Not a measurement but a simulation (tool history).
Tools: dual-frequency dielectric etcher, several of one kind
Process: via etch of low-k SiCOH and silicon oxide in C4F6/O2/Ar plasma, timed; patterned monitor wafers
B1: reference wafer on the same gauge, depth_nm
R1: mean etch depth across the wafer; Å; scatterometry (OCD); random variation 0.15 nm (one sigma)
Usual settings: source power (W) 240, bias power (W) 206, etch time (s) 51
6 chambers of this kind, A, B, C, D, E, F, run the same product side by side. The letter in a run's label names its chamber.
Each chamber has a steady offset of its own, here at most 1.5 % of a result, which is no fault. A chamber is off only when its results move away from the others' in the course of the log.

run 1B hour=6.8 | source_power_(W)=240 bias_power_(W)=206 etch_time_(s)=51 | B1=117.03 | R1=1132.20
run 2E hour=13.0 | source_power_(W)=240 bias_power_(W)=206 etch_time_(s)=51 | B1=117.07 | R1=1132.70
run 3D hour=18.2 | source_power_(W)=240 bias_power_(W)=206 etch_time_(s)=51 | B1=117.02 | R1=1141.50
-- hour=21.3 chamber F: wet clean of the chamber
run 4C hour=25.1 | source_power_(W)=240 bias_power_(W)=206 etch_time_(s)=51 | B1=117.10 | R1=1150.40
-- hour=27.8 chamber D: wet clean of the chamber
run 5A hour=29.1 | source_power_(W)=240 bias_power_(W)=206 etch_time_(s)=51 | B1=117.09 | R1=1142.00
run 6F hour=34.9 | source_power_(W)=240 bias_power_(W)=206 etch_time_(s)=51 | B1=117.13 | R1=1155.40
run 7F hour=39.7 | source_power_(W)=190 bias_power_(W)=206 etch_time_(s)=51 | B1=117.14 | R1=1055.00
run 8D hour=42.9 | source_power_(W)=190 bias_power_(W)=206 etch_time_(s)=51 | B1=117.10 | R1=1045.10
run 9C hour=46.8 | source_power_(W)=190 bias_power_(W)=206 etch_time_(s)=51 | B1=117.16 | R1=1046.90
run 10E hour=53.1 | source_power_(W)=190 bias_power_(W)=206 etch_time_(s)=51 | B1=117.14 | R1=1036.80
run 11B hour=57.5 | source_power_(W)=190 bias_power_(W)=206 etch_time_(s)=51 | B1=117.16 | R1=1037.30
run 12A hour=63.3 | source_power_(W)=190 bias_power_(W)=206 etch_time_(s)=51 | B1=117.18 | R1=1045.90
run 13B hour=67.5 | source_power_(W)=240 bias_power_(W)=206 etch_time_(s)=51 | B1=117.24 | R1=1131.80
run 14C hour=70.8 | source_power_(W)=240 bias_power_(W)=206 etch_time_(s)=51 | B1=117.23 | R1=1150.00
run 15A hour=76.3 | source_power_(W)=240 bias_power_(W)=206 etch_time_(s)=51 | B1=117.25 | R1=1146.60
run 16D hour=81.7 | source_power_(W)=240 bias_power_(W)=206 etch_time_(s)=51 | B1=117.26 | R1=1142.40
run 17F hour=88.1 | source_power_(W)=240 bias_power_(W)=206 etch_time_(s)=51 | B1=117.26 | R1=1158.10
run 18E hour=94.8 | source_power_(W)=240 bias_power_(W)=206 etch_time_(s)=51 | B1=117.30 | R1=1136.60
run 19B hour=99.2 | source_power_(W)=240 bias_power_(W)=206 etch_time_(s)=51 | B1=117.29 | R1=1136.40
run 20F hour=102.4 | source_power_(W)=240 bias_power_(W)=206 etch_time_(s)=51 | B1=117.36 | R1=1156.50
run 21A hour=105.5 | source_power_(W)=240 bias_power_(W)=206 etch_time_(s)=51 | B1=117.29 | R1=1141.80
run 22D hour=112.2 | source_power_(W)=240 bias_power_(W)=206 etch_time_(s)=43 | B1=117.37 | R1=964.82
run 23C hour=117.0 | source_power_(W)=240 bias_power_(W)=206 etch_time_(s)=43 | B1=117.36 | R1=973.52
run 24E hour=123.0 | source_power_(W)=240 bias_power_(W)=206 etch_time_(s)=43 | B1=117.38 | R1=957.30
run 25F hour=127.1 | source_power_(W)=240 bias_power_(W)=206 etch_time_(s)=43 | B1=117.37 | R1=976.74
run 26E hour=131.7 | source_power_(W)=240 bias_power_(W)=206 etch_time_(s)=43 | B1=117.41 | R1=957.97
run 27D hour=138.4 | source_power_(W)=240 bias_power_(W)=206 etch_time_(s)=43 | B1=117.44 | R1=966.39
run 28A hour=141.9 | source_power_(W)=240 bias_power_(W)=206 etch_time_(s)=51 | B1=117.40 | R1=1144.00
run 29C hour=145.4 | source_power_(W)=240 bias_power_(W)=206 etch_time_(s)=51 | B1=117.45 | R1=1153.00
run 30B hour=148.9 | source_power_(W)=240 bias_power_(W)=206 etch_time_(s)=51 | B1=117.45 | R1=1132.50
run 31A hour=154.4 | source_power_(W)=240 bias_power_(W)=206 etch_time_(s)=51 | B1=117.48 | R1=1147.80
run 32F hour=159.0 | source_power_(W)=240 bias_power_(W)=206 etch_time_(s)=51 | B1=117.46 | R1=1157.70
run 33E hour=163.9 | source_power_(W)=240 bias_power_(W)=206 etch_time_(s)=51 | B1=117.51 | R1=1134.90
run 34C hour=168.6 | source_power_(W)=240 bias_power_(W)=206 etch_time_(s)=51 | B1=117.49 | R1=1149.70
-- hour=169.3 chamber B: wet clean of the chamber
run 35B hour=173.4 | source_power_(W)=240 bias_power_(W)=206 etch_time_(s)=51 | B1=117.54 | R1=1136.60
run 36D hour=177.5 | source_power_(W)=240 bias_power_(W)=206 etch_time_(s)=51 | B1=117.56 | R1=1142.60
run 37A hour=184.1 | source_power_(W)=240 bias_power_(W)=256 etch_time_(s)=43 | B1=117.57 | R1=1042.20
run 38E hour=188.6 | source_power_(W)=240 bias_power_(W)=256 etch_time_(s)=43 | B1=117.56 | R1=1035.10
run 39F hour=195.5 | source_power_(W)=240 bias_power_(W)=256 etch_time_(s)=43 | B1=117.61 | R1=1053.30

Next, every chamber runs the same settings. What will each give?
run 40A hour=200.5 | source_power_(W)=240 bias_power_(W)=181 etch_time_(s)=51 | R1=?
run 40B hour=200.5 | source_power_(W)=240 bias_power_(W)=181 etch_time_(s)=51 | R1=?
run 40C hour=200.5 | source_power_(W)=240 bias_power_(W)=181 etch_time_(s)=51 | R1=?
run 40D hour=200.5 | source_power_(W)=240 bias_power_(W)=181 etch_time_(s)=51 | R1=?
run 40E hour=200.5 | source_power_(W)=240 bias_power_(W)=181 etch_time_(s)=51 | R1=?
run 40F hour=200.5 | source_power_(W)=240 bias_power_(W)=181 etch_time_(s)=51 | R1=?

run=40A R1=1101.70
run=40B R1=1088.30
run=40C R1=1106.60
run=40D R1=1099.50
run=40E R1=1088.60
run=40F R1=1112.20
